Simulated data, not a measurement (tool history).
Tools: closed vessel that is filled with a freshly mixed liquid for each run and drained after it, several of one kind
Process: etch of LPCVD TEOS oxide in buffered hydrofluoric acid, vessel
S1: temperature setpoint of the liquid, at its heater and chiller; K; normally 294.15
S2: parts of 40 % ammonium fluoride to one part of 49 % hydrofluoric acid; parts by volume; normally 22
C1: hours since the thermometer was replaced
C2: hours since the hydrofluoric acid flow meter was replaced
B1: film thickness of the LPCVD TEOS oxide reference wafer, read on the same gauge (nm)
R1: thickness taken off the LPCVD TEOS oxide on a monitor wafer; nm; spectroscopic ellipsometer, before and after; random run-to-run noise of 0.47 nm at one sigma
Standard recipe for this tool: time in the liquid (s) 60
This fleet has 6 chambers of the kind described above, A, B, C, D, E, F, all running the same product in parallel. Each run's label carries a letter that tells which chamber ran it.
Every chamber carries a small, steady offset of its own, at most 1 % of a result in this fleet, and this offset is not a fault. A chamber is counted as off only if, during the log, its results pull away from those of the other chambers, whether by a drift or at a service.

{"run": "1A", "hour": 3.9, "S1": 294.15, "S2": 22, "time in the liquid (s)": 60, "C1": 1169.0, "C2": 72.4, "B1": 80.007, "R1": 52.227}
{"run": "2E", "hour": 10.1, "S1": 294.15, "S2": 22, "time in the liquid (s)": 60, "C1": 443.0, "C2": 481.9, "B1": 79.965, "R1": 51.303}
{"run": "3B", "hour": 16.4, "S1": 294.15, "S2": 22, "time in the liquid (s)": 60, "C1": 696.9, "C2": 95.8, "B1": 80.008, "R1": 50.246}
{"run": "4C", "hour": 23.4, "S1": 294.15, "S2": 22, "time in the liquid (s)": 60, "C1": 77.4, "C2": 534.5, "B1": 79.973, "R1": 51.586}
{"run": "5F", "hour": 27.1, "S1": 294.15, "S2": 22, "time in the liquid (s)": 60, "C1": 373.4, "C2": 254.1, "B1": 80.025, "R1": 50.737}
{"run": "6D", "hour": 33.2, "S1": 294.15, "S2": 22, "time in the liquid (s)": 60, "C1": 198.6, "C2": 1677.8, "B1": 80.044, "R1": 50.796}
{"run": "7A", "hour": 39.0, "S1": 294.15, "S2": 22, "time in the liquid (s)": 60, "C1": 1204.1, "C2": 107.5, "B1": 79.999, "R1": 51.162}
{"run": "8F", "hour": 46.3, "S1": 294.15, "S2": 22, "time in the liquid (s)": 60, "C1": 392.6, "C2": 273.3, "B1": 80.007, "R1": 51.322}
{"run": "9C", "hour": 53.1, "S1": 294.15, "S2": 22, "time in the liquid (s)": 60, "C1": 107.1, "C2": 564.2, "B1": 80.009, "R1": 51.839}
{"run": "10B", "hour": 61.3, "S1": 294.15, "S2": 22, "time in the liquid (s)": 60, "C1": 741.8, "C2": 140.7, "B1": 79.985, "R1": 51.664}
{"run": "11D", "hour": 64.9, "S1": 294.15, "S2": 22, "time in the liquid (s)": 60, "C1": 230.3, "C2": 1709.5, "B1": 79.962, "R1": 51.419}
{"run": "12E", "hour": 72.0, "S1": 294.15, "S2": 22, "time in the liquid (s)": 60, "C1": 504.9, "C2": 543.8, "B1": 79.97, "R1": 49.956}
{"run": "13F", "hour": 75.7, "S1": 294.15, "S2": 22, "time in the liquid (s)": 60, "C1": 422.0, "C2": 302.7, "B1": 79.999, "R1": 51.222}
{"run": "14D", "hour": 80.9, "S1": 294.15, "S2": 22, "time in the liquid (s)": 60, "C1": 246.3, "C2": 1725.5, "B1": 80.003, "R1": 50.489}
{"run": "15C", "hour": 86.4, "S1": 294.15, "S2": 22, "time in the liquid (s)": 60, "C1": 140.4, "C2": 597.5, "B1": 80.007, "R1": 51.302}
{"run": "16A", "hour": 91.9, "S1": 294.15, "S2": 22, "time in the liquid (s)": 60, "C1": 1257.0, "C2": 160.4, "B1": 80.043, "R1": 51.309}
{"run": "17E", "hour": 97.3, "S1": 294.15, "S2": 22, "time in the liquid (s)": 60, "C1": 530.2, "C2": 569.1, "B1": 80.049, "R1": 50.147}
{"run": "18B", "hour": 102.0, "S1": 294.15, "S2": 22, "time in the liquid (s)": 60, "C1": 782.5, "C2": 181.4, "B1": 80.002, "R1": 51.733}
{"run": "19A", "hour": 105.8, "S1": 294.15, "S2": 22, "time in the liquid (s)": 60, "C1": 1270.9, "C2": 174.3, "B1": 79.99, "R1": 51.446}
{"run": "20F", "hour": 110.8, "S1": 294.15, "S2": 22, "time in the liquid (s)": 60, "C1": 457.1, "C2": 337.8, "B1": 80.011, "R1": 51.215}
{"run": "21B", "hour": 115.0, "S1": 294.15, "S2": 22, "time in the liquid (s)": 60, "C1": 795.5, "C2": 194.4, "B1": 80.037, "R1": 51.325}
{"run": "22C", "hour": 122.8, "S1": 294.15, "S2": 22, "time in the liquid (s)": 60, "C1": 176.8, "C2": 633.9, "B1": 80.0, "R1": 50.853}
{"run": "23D", "hour": 129.7, "S1": 294.15, "S2": 16, "time in the liquid (s)": 60, "C1": 295.1, "C2": 1774.3, "B1": 79.987, "R1": 68.885}
{"run": "24E", "hour": 137.8, "S1": 294.15, "S2": 16, "time in the liquid (s)": 60, "C1": 570.7, "C2": 609.6, "B1": 80.008, "R1": 65.924}
{"run": "25B", "hour": 141.8, "S1": 294.15, "S2": 16, "time in the liquid (s)": 60, "C1": 822.3, "C2": 221.2, "B1": 79.999, "R1": 68.679}
{"run": "26A", "hour": 147.8, "S1": 294.15, "S2": 16, "time in the liquid (s)": 60, "C1": 1312.9, "C2": 216.3, "B1": 79.986, "R1": 68.996}
{"run": "27D", "hour": 153.1, "S1": 294.15, "S2": 16, "time in the liquid (s)": 60, "C1": 318.5, "C2": 1797.7, "B1": 80.027, "R1": 68.085}
{"run": "28E", "hour": 157.6, "S1": 294.15, "S2": 16, "time in the liquid (s)": 60, "C1": 590.5, "C2": 629.4, "B1": 79.964, "R1": 65.695}
{"run": "29F", "hour": 162.9, "S1": 294.15, "S2": 22, "time in the liquid (s)": 60, "C1": 509.2, "C2": 389.9, "B1": 80.022, "R1": 50.99}
{"run": "30C", "hour": 168.2, "S1": 294.15, "S2": 22, "time in the liquid (s)": 60, "C1": 222.2, "C2": 679.3, "B1": 79.942, "R1": 51.555}
{"run": "31E", "hour": 172.1, "S1": 294.15, "S2": 22, "time in the liquid (s)": 60, "C1": 605.0, "C2": 643.9, "B1": 79.989, "R1": 49.067}
{"run": "32B", "hour": 178.7, "S1": 294.15, "S2": 22, "time in the liquid (s)": 60, "C1": 859.2, "C2": 258.1, "B1": 80.008, "R1": 50.752}
{"run": "33F", "hour": 183.2, "S1": 294.15, "S2": 22, "time in the liquid (s)": 60, "C1": 529.5, "C2": 410.2, "B1": 80.013, "R1": 51.285}
{"hour": 184.2, "done": "chamber D: hydrofluoric acid flow meter replaced"}
{"run": "34A", "hour": 190.2, "S1": 294.15, "S2": 22, "time in the liquid (s)": 60, "C1": 1355.3, "C2": 258.7, "B1": 79.983, "R1": 51.139}
{"run": "35C", "hour": 196.3, "S1": 294.15, "S2": 22, "time in the liquid (s)": 60, "C1": 250.3, "C2": 707.4, "B1": 80.031, "R1": 51.222}
{"run": "36D", "hour": 201.0, "S1": 294.15, "S2": 22, "time in the liquid (s)": 60, "C1": 366.4, "C2": 16.9, "B1": 80.014, "R1": 50.808}
{"run": "37A", "hour": 208.8, "S1": 294.15, "S2": 22, "time in the liquid (s)": 60, "C1": 1373.9, "C2": 277.3, "B1": 79.99, "R1": 52.106}
{"run": "38C", "hour": 216.8, "S1": 294.15, "S2": 22, "time in the liquid (s)": 60, "C1": 270.8, "C2": 727.9, "B1": 80.059, "R1": 52.222}
{"run": "39B", "hour": 222.5, "S1": 294.15, "S2": 22, "time in the liquid (s)": 60, "C1": 903.0, "C2": 301.9, "B1": 80.005, "R1": 51.16}
{"run": "40D", "hour": 230.4, "S1": 294.15, "S2": 22, "time in the liquid (s)": 60, "C1": 395.8, "C2": 46.3, "B1": 79.993, "R1": 51.022}
{"run": "41E", "hour": 236.4, "S1": 294.15, "S2": 22, "time in the liquid (s)": 60, "C1": 669.3, "C2": 708.2, "B1": 79.991, "R1": 48.351}

All chambers now run identical settings, listed one chamber a line with results as question marks. What results will each chamber show?
{"run": "42A", "hour": 242.3, "S1": 294.15, "S2": 14, "time in the liquid (s)": 60, "R1": "?"}
{"run": "42B", "hour": 242.3, "S1": 294.15, "S2": 14, "time in the liquid (s)": 60, "R1": "?"}
{"run": "42C", "hour": 242.3, "S1": 294.15, "S2": 14, "time in the liquid (s)": 60, "R1": "?"}
{"run": "42D", "hour": 242.3, "S1": 294.15, "S2": 14, "time in the liquid (s)": 60, "R1": "?"}
{"run": "42E", "hour": 242.3, "S1": 294.15, "S2": 14, "time in the liquid (s)": 60, "R1": "?"}
{"run": "42F", "hour": 242.3, "S1": 294.15, "S2": 14, "time in the liquid (s)": 60, "R1": "?"}

run=42A R1=78.988
run=42B R1=78.871
run=42C R1=77.887
run=42D R1=78.126
run=42E R1=72.456
run=42F R1=77.729

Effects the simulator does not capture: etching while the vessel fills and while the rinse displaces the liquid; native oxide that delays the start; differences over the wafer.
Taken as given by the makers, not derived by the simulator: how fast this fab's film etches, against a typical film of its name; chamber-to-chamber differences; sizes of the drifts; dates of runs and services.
